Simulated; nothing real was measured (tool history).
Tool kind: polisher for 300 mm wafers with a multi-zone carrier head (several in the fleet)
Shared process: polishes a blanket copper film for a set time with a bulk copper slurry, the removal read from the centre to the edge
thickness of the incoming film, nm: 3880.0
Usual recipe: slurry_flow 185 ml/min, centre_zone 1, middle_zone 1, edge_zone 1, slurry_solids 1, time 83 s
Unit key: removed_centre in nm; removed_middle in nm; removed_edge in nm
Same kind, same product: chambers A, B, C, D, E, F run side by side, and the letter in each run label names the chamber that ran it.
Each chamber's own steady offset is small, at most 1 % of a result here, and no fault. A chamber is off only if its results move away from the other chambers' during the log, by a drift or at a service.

run	hour	slurry_flow	centre_zone	middle_zone	edge_zone	slurry_solids	time	wafers polished on this pad	hours since the slurry nozzle was cleaned	hours since the centre zone pressure was calibrated	hours since the edge zone pressure was calibrated	removed_centre	removed_middle	removed_edge
1C	4.5	185	1	1	1	1	83	366	53.4	390.1	119.5	668.31	676.78	672.95
2F	9.4	185	1	1	1	1	83	734	479.2	132.4	411.4	693.67	685.21	687.16
3A	12.3	185	1	1	1	1	83	445	140.9	365.2	196.4	686.52	681.83	674.31
4E	17.6	185	1	1	1	1	83	127	43.3	448.7	272	677.94	682.54	686.91
# hour 17.8: chamber F: worn pad replaced by a new one
# hour 22.6: chamber A: centre zone pressure recalibrated
5D	23	230	1	1	1	1	83	190	686.5	82.8	174.7	720.06	701.02	690.96
# hour 23.6: chamber C: centre zone pressure recalibrated
# hour 24.9: chamber A: worn pad replaced by a new one
6B	26.5	230	1	1	1	1	83	579	116.3	320.4	254.1	695.17	704.14	701.25
7F	32.1	230	1	1	1	1	83	80	501.9	155.1	434.1	710.79	697.98	702.69
8D	36.7	230	1	1	1	1	83	268	700.2	96.5	188.4	713.62	698.38	685.92
9C	41.2	230	1	1	1	1	83	574	90.1	17.6	156.2	701.64	704.84	683.71
10A	45.6	230	1	1	1	1	83	117	174.2	23	229.7	703.32	704.39	693.64
11B	48.9	185	1	1	1	1	83	706	138.7	342.8	276.5	675.15	691.6	683.22
12E	54.1	185	1	1	1	1	83	334	79.8	485.2	308.5	675.53	683.61	686.93
13C	57	185	1	1	1	1	83	663	105.9	33.4	172	677.38	671.11	680.56
14F	62.4	185	0.93	1	1	0.75	83	252	532.2	185.4	464.4	601.84	636.4	642.22
15E	65.2	185	0.93	1	1	0.75	83	396	90.9	496.3	319.6	581.76	639.7	637.04
# hour 69.1: chamber B: worn pad replaced by a new one
16B	69.4	185	0.93	1	1	0.75	83	1	159.2	363.3	297	574.49	643.74	632.84
17A	74.2	185	0.93	1	1	0.75	83	278	202.8	51.6	258.3	584.95	635.99	639.8
18D	77.4	185	0.93	1	1	0.75	83	498	740.9	137.2	229.1	595.04	638.67	641.55
19C	81.1	185	0.93	1	1	0.75	83	800	130	57.5	196.1	592.25	634.88	640.2
20F	84.4	185	1	1	1	1	83	376	554.2	207.4	486.4	697.26	684.99	677.57
# hour 85: chamber A: slurry nozzle cleaned
21B	87.3	185	1	1	1	1	83	103	177.1	381.2	314.9	676.48	688.85	679.23
22D	91.3	150	1	1.07	1	1	83	577	754.8	151.1	243	671.25	697.37	662.63
# hour 95.4: chamber E: edge zone pressure recalibrated
23A	96.1	150	1	1.07	1	1	83	402	11.2	73.5	280.2	661.15	699.48	664.49
24E	100.7	150	1	1.07	1	1	83	597	126.4	531.8	5.3	651.11	693	669.11
# hour 101.7: chamber D: worn pad replaced by a new one
# hour 103.9: chamber C: worn pad replaced by a new one
25F	106	150	1	1.07	1	1	83	498	575.8	229	508	654.8	713.92	666.55
# hour 107.9: chamber A: worn pad replaced by a new one
26E	110.8	150	1	1.07	1	1	83	654	136.5	541.9	15.4	642.83	707.47	660.49
27B	115.4	150	1	1.07	1	1	83	262	205.2	409.3	343	656.71	703.85	655.86
28C	120.7	185	1	1	1	1	83	95	169.6	97.1	235.7	678.3	674.51	680.85
29D	123.9	185	1	1	1	1	66	126	787.4	183.7	275.6	546.44	541.5	542.18
30A	126.7	185	1	1	1	1	66	106	41.8	104.1	310.8	532.9	539.96	541.53
31F	132.3	185	1	1	1	1	66	647	602.1	255.3	534.3	549.99	540.85	541.5
32A	135.8	185	1	1	1	1	66	158	50.9	113.2	319.9	540.82	538.14	544.84
# hour 140.8: chamber F: worn pad replaced by a new one
33D	140.9	185	1	1	1	1	66	222	804.4	200.7	292.6	543.2	545.78	540.84
34E	145.9	185	1	1	1	1	66	853	171.6	577	50.5	533.34	542.05	530.08
35C	149.1	185	1	1	1	1	83	255	198	125.5	264.1	692.38	673.27	685.63
36B	153.1	185	1	1.09	1	1	83	475	242.9	447	380.7	667	735.16	682.19
37A	157.8	185	1	1.09	1	1	83	282	72.9	135.2	341.9	683.58	731.29	684.89
# hour 158.9: chamber D: slurry nozzle cleaned
38D	161.5	185	1	1.09	1	1	83	338	2.6	221.3	313.2	671.65	740.89	676.36
39B	166.5	185	1	1.09	1	1	83	550	256.3	460.4	394.1	686.6	735.31	679.43
40C	171.2	185	1	1.09	1	1	83	380	220.1	147.6	286.2	687.14	720.5	670.41
41E	175.8	185	1	1.09	1	1	83	1022	201.5	606.9	80.4	678.43	749.06	685.92
42F	180.1	185	1	1	1	1	83	222	649.9	303.1	582.1	683.59	674.97	681.66

Read the log: is a single chamber off, either drifting away or since a service, is the gauge that measures every chamber drifting, or is nothing wrong beyond small per-chamber offsets? Name any odd chamber and what most likely caused it.

Neither any chamber nor the gauge drifts; the chambers differ only by their own small, steady offsets.

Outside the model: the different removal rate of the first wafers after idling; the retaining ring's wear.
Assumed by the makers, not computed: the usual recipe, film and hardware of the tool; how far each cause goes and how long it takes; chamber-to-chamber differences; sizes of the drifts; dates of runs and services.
